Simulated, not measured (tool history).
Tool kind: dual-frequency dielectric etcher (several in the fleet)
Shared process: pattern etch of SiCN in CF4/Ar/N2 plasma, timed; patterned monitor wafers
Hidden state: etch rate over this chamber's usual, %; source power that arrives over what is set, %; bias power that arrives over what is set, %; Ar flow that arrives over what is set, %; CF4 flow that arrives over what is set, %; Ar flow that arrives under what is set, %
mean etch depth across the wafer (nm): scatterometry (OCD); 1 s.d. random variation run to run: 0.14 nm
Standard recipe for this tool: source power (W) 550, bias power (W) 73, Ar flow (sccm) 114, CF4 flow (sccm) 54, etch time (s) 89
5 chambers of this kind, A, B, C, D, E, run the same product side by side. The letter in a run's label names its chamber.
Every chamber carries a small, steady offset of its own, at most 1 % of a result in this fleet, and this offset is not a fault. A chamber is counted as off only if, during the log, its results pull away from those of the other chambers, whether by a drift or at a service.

run   hour  source power (W)  bias power (W)  Ar flow (sccm)  CF4 flow (sccm)  etch time (s)  hours since the last wet clean  hours since the last source power generator calibration  hours since the last bias power generator calibration  hours since the last Ar flow controller change  hours since the last CF4 flow controller change  read-back reference wafer on the same gauge, depth_nm  mean etch depth across the wafer (nm)
 1D    9.0               550              73             114               54             89                           330.2                                                   1574.2                                                  512.2                                          1922.4                                            819.8                                                 80.099                                 86.514
 2C   14.5               550              73             114               54             89                           242.6                                                    926.3                                                 1226.3                                          1981.1                                           1286.0                                                 80.049                                 86.829
 3B   24.0               550              73             114               54             89                            24.1                                                   2044.5                                                  803.2                                          4557.9                                           4187.3                                                 80.037                                 85.962
      29.5  -- chamber C: Ar flow controller replaced
 4E   29.6               550              73             114               54             89                           326.1                                                     76.1                                                 2380.3                                          3355.8                                           1190.5                                                 80.028                                 86.385
 5A   38.9               420              73             114               54             89                           352.1                                                    607.1                                                 2405.2                                          1105.2                                           3943.0                                                 80.009                                 67.001
 6C   44.5               420              73             114               54             89                           272.6                                                    956.3                                                 1256.3                                            15.0                                           1316.0                                                 80.026                                 68.500
 7D   51.8               420              73             114               54             89                           373.0                                                   1617.0                                                  555.0                                          1965.2                                            862.6                                                 79.986                                 68.654
 8E   60.3               420              73             114               54             89                           356.8                                                    106.8                                                 2411.0                                          3386.5                                           1221.2                                                 79.986                                 68.107
 9A   65.5               420              73             114               54             89                           378.7                                                    633.7                                                 2431.8                                          1131.8                                           3969.6                                                 79.913                                 67.147
10B   74.7               550              73             114               54             89                            74.8                                                   2095.2                                                  853.9                                          4608.6                                           4238.0                                                 79.949                                 85.806
11D   80.4               550              73             114               54             89                           401.6                                                   1645.6                                                  583.6                                          1993.8                                            891.2                                                 79.914                                 86.262
12A   87.6               550              73             114               54             89                           400.8                                                    655.8                                                 2453.9                                          1153.9                                           3991.7                                                 79.916                                 85.524
13C   94.0               550              73             114               54             89                           322.1                                                   1005.8                                                 1305.8                                            64.5                                           1365.5                                                 79.878                                 86.520
14E  100.2               550              73             114               54             89                           396.7                                                    146.7                                                 2450.9                                          3426.4                                           1261.1                                                 79.895                                 86.167
15B  108.3               550              73             114               54             89                           108.4                                                   2128.8                                                  887.5                                          4642.2                                           4271.6                                                 79.865                                 85.758
16C  114.4               550              73             114               54             89                           342.5                                                   1026.2                                                 1326.2                                            84.9                                           1385.9                                                 79.861                                 86.268
17E  119.4               550              73             114               54             89                           415.9                                                    165.9                                                 2470.1                                          3445.6                                           1280.3                                                 79.857                                 85.913
18A  125.5               550              73             114               54             89                           438.7                                                    693.7                                                 2491.8                                          1191.8                                           4029.6                                                 79.808                                 85.069
19B  134.5               550              73             114               54             89                           134.6                                                   2155.0                                                  913.7                                          4668.4                                           4297.8                                                 79.783                                 85.616
20D  140.0               550              73             114               54             89                           461.2                                                   1705.2                                                  643.2                                          2053.4                                            950.8                                                 79.794                                 86.303
21B  148.9               550              73             114               54             89                           149.0                                                   2169.4                                                  928.1                                          4682.8                                           4312.2                                                 79.748                                 85.722
     150.3  -- chamber E: wet clean of the chamber
     154.7  -- chamber D: wet clean of the chamber
22A  157.6               550              73             114               54             89                           470.8                                                    725.8                                                 2523.9                                          1223.9                                           4061.7                                                 79.734                                 85.085
23E  162.0               550              73             114               54             89                            11.8                                                    208.5                                                 2512.7                                          3488.2                                           1322.9                                                 79.743                                 85.917
24D  170.3               550              73             114               54             89                            15.7                                                   1735.5                                                  673.5                                          2083.7                                            981.1                                                 79.733                                 86.223
25C  175.8               550              73             114               54             89                           403.9                                                   1087.6                                                 1387.6                                           146.3                                           1447.3                                                 79.705                                 86.261
26D  182.3               680              73             136               54             89                            27.7                                                   1747.5                                                  685.5                                          2095.7                                            993.1                                                 79.696                                100.210
     183.5  -- chamber E: bias power generator calibrated
27E  187.6               680              73             136               54             89                            37.4                                                    234.1                                                    4.2                                          3513.8                                           1348.5                                                 79.686                                100.410
28C  197.2               680              73             136               54             89                           425.3                                                   1109.0                                                 1409.0                                           167.7                                           1468.7                                                 79.660                                100.780
29B  202.5               680              73             136               54             89                           202.6                                                   2223.0                                                  981.7                                          4736.4                                           4365.8                                                 79.648                                 99.998
30A  209.7               680              73             136               54             89                           522.9                                                    777.9                                                 2576.0                                          1276.0                                           4113.8                                                 79.655                                 99.507
31B  217.1               550              73             114               54             89                           217.2                                                   2237.6                                                  996.3                                          4751.0                                           4380.4                                                 79.626                                 85.678
32C  221.8               550              73             114               54             89                           449.9                                                   1133.6                                                 1433.6                                           192.3                                           1493.3                                                 79.595                                 86.121
     225.6  -- chamber D: Ar flow controller replaced
33E  227.7               550              73             114               54             89                            77.5                                                    274.2                                                   44.3                                          3553.9                                           1388.6                                                 79.625                                 85.853
34D  237.2               550              73             114               54             89                            82.6                                                   1802.4                                                  740.4                                            11.6                                           1048.0                                                 79.581                                 86.048

Next, all 5 chambers run the settings below, one line each with question marks for the results. What does each chamber give?
35A  244.0               550              59             114               54             89                                                                                                                                                                                                                                                                                                                                              ?
35B  244.0               550              59             114               54             89                                                                                                                                                                                                                                                                                                                                              ?
35C  244.0               550              59             114               54             89                                                                                                                                                                                                                                                                                                                                              ?
35D  244.0               550              59             114               54             89                                                                                                                                                                                                                                                                                                                                              ?
35E  244.0               550              59             114               54             89                                                                                                                                                                                                                                                                                                                                              ?

run  mean etch depth across the wafer (nm)
35A                                 78.553
35B                                 79.131
35C                                 79.581
35D                                 79.465
35E                                 79.432

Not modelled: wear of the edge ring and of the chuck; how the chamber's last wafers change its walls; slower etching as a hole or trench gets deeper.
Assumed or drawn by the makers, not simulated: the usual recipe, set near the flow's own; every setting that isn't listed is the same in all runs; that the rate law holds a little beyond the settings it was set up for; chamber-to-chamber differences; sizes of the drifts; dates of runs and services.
